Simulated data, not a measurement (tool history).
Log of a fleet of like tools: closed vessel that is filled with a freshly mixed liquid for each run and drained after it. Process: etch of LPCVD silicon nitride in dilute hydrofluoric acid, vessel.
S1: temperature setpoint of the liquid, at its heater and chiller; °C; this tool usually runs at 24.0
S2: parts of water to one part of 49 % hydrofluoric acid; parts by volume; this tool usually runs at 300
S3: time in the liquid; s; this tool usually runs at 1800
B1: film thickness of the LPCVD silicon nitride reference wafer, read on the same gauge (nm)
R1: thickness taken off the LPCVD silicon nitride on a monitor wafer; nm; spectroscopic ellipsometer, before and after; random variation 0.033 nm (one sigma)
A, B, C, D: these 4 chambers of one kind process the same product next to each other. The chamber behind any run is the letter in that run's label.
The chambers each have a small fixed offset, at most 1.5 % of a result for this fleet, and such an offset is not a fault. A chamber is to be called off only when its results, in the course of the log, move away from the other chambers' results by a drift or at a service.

run 1C hour=5.7 | S1=24.0 S2=300 S3=1800 | B1=69.986 | R1=2.7076
run 2D hour=10.9 | S1=24.0 S2=300 S3=1800 | B1=70.005 | R1=2.7916
run 3A hour=13.9 | S1=24.0 S2=300 S3=1800 | B1=70.017 | R1=2.7768
run 4B hour=17.2 | S1=24.0 S2=300 S3=1800 | B1=69.969 | R1=2.7557
run 5A hour=20.8 | S1=24.0 S2=300 S3=1800 | B1=69.968 | R1=2.7409
run 6D hour=24.9 | S1=24.0 S2=365 S3=2730 | B1=69.971 | R1=3.5211
run 7C hour=29.6 | S1=24.0 S2=365 S3=2730 | B1=69.959 | R1=3.4798
run 8B hour=34.4 | S1=24.0 S2=365 S3=2730 | B1=69.999 | R1=3.3833
run 9C hour=39.7 | S1=24.0 S2=365 S3=2730 | B1=70.003 | R1=3.5145
run 10A hour=45.4 | S1=28.5 S2=300 S3=2740 | B1=70.002 | R1=5.4750
run 11D hour=51.7 | S1=28.5 S2=300 S3=2740 | B1=69.990 | R1=5.5135
-- hour=56.9 chamber B: hydrofluoric acid flow meter replaced
run 12B hour=58.0 | S1=28.5 S2=300 S3=2740 | B1=70.032 | R1=5.4946
run 13B hour=61.2 | S1=28.5 S2=300 S3=2740 | B1=69.981 | R1=5.4438
run 14A hour=65.6 | S1=24.0 S2=300 S3=1800 | B1=70.001 | R1=2.7578
run 15C hour=72.2 | S1=24.0 S2=365 S3=1205 | B1=70.006 | R1=1.5232
run 16D hour=76.4 | S1=24.0 S2=365 S3=1205 | B1=70.006 | R1=1.6018
run 17A hour=80.9 | S1=24.0 S2=365 S3=1205 | B1=70.008 | R1=1.5555
run 18C hour=86.2 | S1=24.0 S2=365 S3=1205 | B1=70.041 | R1=1.5318
run 19B hour=90.9 | S1=22.0 S2=185 S3=1800 | B1=70.027 | R1=3.8955
run 20D hour=95.5 | S1=22.0 S2=185 S3=1800 | B1=70.015 | R1=4.1071
run 21A hour=101.1 | S1=22.0 S2=185 S3=1800 | B1=70.013 | R1=3.8669
run 22D hour=106.7 | S1=22.0 S2=185 S3=1800 | B1=70.024 | R1=4.1932
run 23C hour=110.1 | S1=24.0 S2=300 S3=1800 | B1=69.995 | R1=2.7769
run 24B hour=113.2 | S1=24.0 S2=435 S3=1800 | B1=70.014 | R1=1.8571
run 25B hour=119.9 | S1=24.0 S2=435 S3=1800 | B1=69.974 | R1=1.8857
run 26A hour=125.7 | S1=24.0 S2=435 S3=1800 | B1=69.981 | R1=1.9139
run 27D hour=132.4 | S1=24.0 S2=435 S3=1800 | B1=69.999 | R1=2.0340
run 28C hour=137.4 | S1=24.0 S2=300 S3=1800 | B1=70.005 | R1=2.7714
run 29D hour=143.8 | S1=24.0 S2=300 S3=1800 | B1=69.983 | R1=3.0279
run 30B hour=148.2 | S1=24.0 S2=300 S3=1800 | B1=69.980 | R1=2.7718
run 31C hour=154.5 | S1=24.0 S2=300 S3=1800 | B1=70.002 | R1=2.7463
run 32A hour=157.7 | S1=24.0 S2=300 S3=1800 | B1=70.012 | R1=2.7294
run 33D hour=161.9 | S1=24.0 S2=300 S3=1800 | B1=70.010 | R1=3.0890
run 34A hour=167.6 | S1=24.0 S2=300 S3=1800 | B1=70.004 | R1=2.7263
run 35C hour=173.3 | S1=24.0 S2=300 S3=1800 | B1=70.010 | R1=2.7311
run 36B hour=179.8 | S1=24.0 S2=300 S3=1800 | B1=69.976 | R1=2.8087
run 37B hour=184.2 | S1=24.0 S2=300 S3=1800 | B1=70.031 | R1=2.7665

Each of the 4 chambers runs these same settings next. Fill in every chamber's results:
run 38A hour=189.0 | S1=24.0 S2=445 S3=1800 | R1=?
run 38B hour=189.0 | S1=24.0 S2=445 S3=1800 | R1=?
run 38C hour=189.0 | S1=24.0 S2=445 S3=1800 | R1=?
run 38D hour=189.0 | S1=24.0 S2=445 S3=1800 | R1=?

run=38A R1=1.8810
run=38B R1=1.8388
run=38C R1=1.8936
run=38D R1=2.1163

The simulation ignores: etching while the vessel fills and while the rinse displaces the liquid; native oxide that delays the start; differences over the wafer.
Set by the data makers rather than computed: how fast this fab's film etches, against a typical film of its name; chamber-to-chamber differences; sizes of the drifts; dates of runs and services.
